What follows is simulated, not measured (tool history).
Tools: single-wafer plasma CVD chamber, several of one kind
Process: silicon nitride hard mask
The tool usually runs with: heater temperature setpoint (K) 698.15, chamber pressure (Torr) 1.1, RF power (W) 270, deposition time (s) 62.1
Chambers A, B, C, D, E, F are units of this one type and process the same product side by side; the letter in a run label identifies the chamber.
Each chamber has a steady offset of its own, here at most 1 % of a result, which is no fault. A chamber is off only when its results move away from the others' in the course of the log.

run   hour  heater temperature setpoint (K)  chamber pressure (Torr)  RF power (W)  deposition time (s)  read-back reference wafer on the same gauge, thickness_nm  mean film thickness on the monitor wafer (angstrom)
 1C    7.5                           698.15                      1.1           270                 62.1                                                     69.037                                               593.92
 2D   11.9                           698.15                      1.1           270                 62.1                                                      68.98                                               588.24
 3E   16.7                           698.15                      1.1           270                 62.1                                                     69.054                                               591.41
 4B   20.8                           698.15                      1.1           270                 62.1                                                     69.011                                                583.8
 5A   26.9                           698.15                      1.1           270                 62.1                                                     68.961                                               584.31
      28.5  -- chamber C: thermocouple changed; heater temperature recalibrated
 6F     33                           698.15                      1.1           270                 62.1                                                     69.044                                               585.05
 7B   40.5                           698.15                      1.1           270                 62.1                                                     68.976                                               583.41
 8A   46.1                           698.15                      1.1           270                 62.1                                                     69.068                                               586.27
 9F     50                           698.15                     1.21           270                 62.1                                                     68.962                                               604.64
10E   56.6                           698.15                     1.21           270                 62.1                                                     69.087                                               606.33
11C   61.6                           698.15                     1.21           270                 62.1                                                     69.089                                               602.88
12D   65.8                           698.15                     1.21           270                 62.1                                                     68.948                                                602.2
13B   72.7                           698.15                     1.21           270                 62.1                                                      68.92                                               599.04
14D     77                           698.15                     1.21           270                 62.1                                                     69.048                                               603.41
15E   84.7                           698.15                      1.1           270                 62.1                                                     69.032                                               591.26
16A   93.1                           698.15                      1.1           270                 62.1                                                     69.051                                               591.02
17C     99                           698.15                      1.1           270                 62.1                                                     68.977                                               590.75
18F  105.4                           698.15                      1.1           270                 62.1                                                     68.978                                               589.82
19F  112.6                           698.15                      1.1           270                 62.1                                                     69.034                                               583.84
20D  116.7                           698.15                      1.1           270                   71                                                     69.071                                               664.36
21E  120.4                           698.15                      1.1           270                   71                                                     69.029                                               672.34
22B  125.4                           698.15                      1.1           270                   71                                                     68.995                                               659.61
23A  129.9                           698.15                      1.1           270                   71                                                     68.991                                               669.15
24C  134.9                           698.15                      1.1           270                   71                                                      68.97                                               678.94
25A  141.8                           698.15                      1.1           270                   71                                                     68.945                                               667.14
26F  148.8                           698.15                      1.1           270                 62.1                                                     68.983                                               583.44
27D  156.5                           698.15                      1.1           270                 62.1                                                     69.107                                                  588
28C  164.6                           698.15                      1.1           270                 62.1                                                     69.063                                               584.86
29E  171.9                           698.15                      1.1           270                 62.1                                                      68.93                                               589.94
30B  176.2                           698.15                      1.1           270                 62.1                                                     69.033                                               579.55
31C  181.8                           698.15                      1.1           270                 62.1                                                     69.045                                               593.38
32E  188.9                           698.15                      1.1           270                 62.1                                                     69.002                                               588.82
33B  195.4                           698.15                      1.1           270                 62.1                                                      68.98                                               569.98
34A  199.8                           698.15                      1.1           270                 62.1                                                     68.991                                               588.09
35F  207.3                           686.15                      1.1           270                 54.5                                                     69.126                                               514.67
36D  211.7                           686.15                      1.1           270                 54.5                                                     69.036                                               519.89
37B  216.6                           686.15                      1.1           270                 54.5                                                         69                                               505.11
38C  224.8                           686.15                      1.1           270                 54.5                                                     68.949                                               515.22
39F  228.5                           686.15                      1.1           270                 54.5                                                     69.008                                               511.35
40E  236.8                           686.15                      1.1           270                 54.5                                                     69.022                                               520.17
41A  242.2                           698.15                      1.1           270                 62.1                                                     68.975                                               586.84
42D  247.5                           698.15                      1.1           270                 62.1                                                     69.014                                                582.9
43D  251.3                           686.15                      1.1           270                 55.5                                                     68.987                                               532.17
44F  258.9                           686.15                      1.1           270                 55.5                                                     68.927                                                526.2

Next, every chamber runs the same settings. What will each give?
45A  264.9                           707.15                      1.1           270                 62.1                                                                                                               ?
45B  264.9                           707.15                      1.1           270                 62.1                                                                                                               ?
45C  264.9                           707.15                      1.1           270                 62.1                                                                                                               ?
45D  264.9                           707.15                      1.1           270                 62.1                                                                                                               ?
45E  264.9                           707.15                      1.1           270                 62.1                                                                                                               ?
45F  264.9                           707.15                      1.1           270                 62.1                                                                                                               ?

run  mean film thickness on the monitor wafer (angstrom)
45A                                               587.01
45B                                               565.48
45C                                               586.28
45D                                               580.48
45E                                               584.34
45F                                               582.25
